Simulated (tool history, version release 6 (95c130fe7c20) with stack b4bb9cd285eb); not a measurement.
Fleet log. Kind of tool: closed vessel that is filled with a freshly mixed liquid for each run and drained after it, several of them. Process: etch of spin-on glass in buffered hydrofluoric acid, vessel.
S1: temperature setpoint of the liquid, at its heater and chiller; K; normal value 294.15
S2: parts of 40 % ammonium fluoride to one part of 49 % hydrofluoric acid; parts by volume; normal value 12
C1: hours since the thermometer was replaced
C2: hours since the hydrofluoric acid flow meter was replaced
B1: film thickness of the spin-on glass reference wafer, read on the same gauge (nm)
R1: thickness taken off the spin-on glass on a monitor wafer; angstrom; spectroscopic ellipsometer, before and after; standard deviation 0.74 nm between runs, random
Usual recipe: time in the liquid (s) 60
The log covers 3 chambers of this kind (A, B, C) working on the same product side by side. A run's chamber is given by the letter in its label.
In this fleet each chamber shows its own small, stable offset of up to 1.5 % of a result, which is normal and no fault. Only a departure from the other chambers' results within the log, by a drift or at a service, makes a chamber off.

{"run": "1A", "hour": 10.9, "S1": 294.15, "S2": 12, "time in the liquid (s)": 60, "C1": 1052, "C2": 250.8, "B1": 140.04, "R1": 2182.4}
{"run": "2B", "hour": 20.4, "S1": 294.15, "S2": 12, "time in the liquid (s)": 60, "C1": 918.3, "C2": 1330.3, "B1": 140.02, "R1": 2152.9}
{"hour": 22.4, "done": "chamber B: thermometer replaced"}
{"run": "3C", "hour": 34.0, "S1": 294.15, "S2": 12, "time in the liquid (s)": 60, "C1": 1104.4, "C2": 506.9, "B1": 139.97, "R1": 2172.7}
{"run": "4A", "hour": 48.6, "S1": 294.15, "S2": 12, "time in the liquid (s)": 60, "C1": 1089.7, "C2": 288.5, "B1": 139.99, "R1": 2183.3}
{"run": "5C", "hour": 61.9, "S1": 294.15, "S2": 12, "time in the liquid (s)": 60, "C1": 1132.3, "C2": 534.8, "B1": 140.01, "R1": 2167.6}
{"run": "6B", "hour": 71.1, "S1": 294.15, "S2": 12, "time in the liquid (s)": 60, "C1": 48.7, "C2": 1381, "B1": 139.94, "R1": 2160.2}
{"run": "7B", "hour": 79.4, "S1": 294.15, "S2": 12, "time in the liquid (s)": 60, "C1": 57, "C2": 1389.3, "B1": 139.98, "R1": 2155.5}
{"run": "8A", "hour": 93.0, "S1": 294.15, "S2": 12, "time in the liquid (s)": 60, "C1": 1134.1, "C2": 332.9, "B1": 140, "R1": 2193.8}
{"run": "9C", "hour": 105.3, "S1": 294.15, "S2": 7.5, "time in the liquid (s)": 60, "C1": 1175.7, "C2": 578.2, "B1": 139.99, "R1": 3362.2}
{"run": "10C", "hour": 117.5, "S1": 294.15, "S2": 7.5, "time in the liquid (s)": 60, "C1": 1187.9, "C2": 590.4, "B1": 140, "R1": 3407}
{"run": "11A", "hour": 124.6, "S1": 294.15, "S2": 7.5, "time in the liquid (s)": 60, "C1": 1165.7, "C2": 364.5, "B1": 139.99, "R1": 3391.8}
{"run": "12B", "hour": 131.6, "S1": 294.15, "S2": 12, "time in the liquid (s)": 60, "C1": 109.2, "C2": 1441.5, "B1": 139.95, "R1": 2154.3}
{"run": "13C", "hour": 144.7, "S1": 294.15, "S2": 12, "time in the liquid (s)": 60, "C1": 1215.1, "C2": 617.6, "B1": 139.99, "R1": 2209.6}
{"run": "14A", "hour": 160.5, "S1": 294.15, "S2": 12, "time in the liquid (s)": 60, "C1": 1201.6, "C2": 400.4, "B1": 140, "R1": 2185.2}
{"run": "15B", "hour": 173.4, "S1": 294.15, "S2": 12, "time in the liquid (s)": 60, "C1": 151, "C2": 1483.3, "B1": 140, "R1": 2143.3}
{"run": "16C", "hour": 186.0, "S1": 298.65, "S2": 12, "time in the liquid (s)": 60, "C1": 1256.4, "C2": 658.9, "B1": 139.97, "R1": 2857.5}
{"run": "17A", "hour": 193.2, "S1": 298.65, "S2": 12, "time in the liquid (s)": 60, "C1": 1234.3, "C2": 433.1, "B1": 140.02, "R1": 2793.3}
{"run": "18B", "hour": 202.3, "S1": 298.65, "S2": 12, "time in the liquid (s)": 60, "C1": 179.9, "C2": 1512.2, "B1": 139.99, "R1": 2768.7}
{"run": "19C", "hour": 218.2, "S1": 290.15, "S2": 8, "time in the liquid (s)": 60, "C1": 1288.6, "C2": 691.1, "B1": 140.02, "R1": 2559.4}
{"run": "20A", "hour": 230.5, "S1": 290.15, "S2": 8, "time in the liquid (s)": 60, "C1": 1271.6, "C2": 470.4, "B1": 140.01, "R1": 2539.3}
{"run": "21B", "hour": 246.2, "S1": 290.15, "S2": 8, "time in the liquid (s)": 60, "C1": 223.8, "C2": 1556.1, "B1": 140.02, "R1": 2475.8}
{"run": "22B", "hour": 258.7, "S1": 294.15, "S2": 12, "time in the liquid (s)": 60, "C1": 236.3, "C2": 1568.6, "B1": 140, "R1": 2165.3}
{"run": "23A", "hour": 269.3, "S1": 294.15, "S2": 12, "time in the liquid (s)": 60, "C1": 1310.4, "C2": 509.2, "B1": 140.02, "R1": 2174.4}

Predict what each chamber gives when all 3 of them run the settings below next.
{"run": "24A", "hour": 280.9, "S1": 294.15, "S2": 12, "time in the liquid (s)": 30, "R1": "?"}
{"run": "24B", "hour": 280.9, "S1": 294.15, "S2": 12, "time in the liquid (s)": 30, "R1": "?"}
{"run": "24C", "hour": 280.9, "S1": 294.15, "S2": 12, "time in the liquid (s)": 30, "R1": "?"}

run=24A R1=1093.6
run=24B R1=1084.6
run=24C R1=1123.4
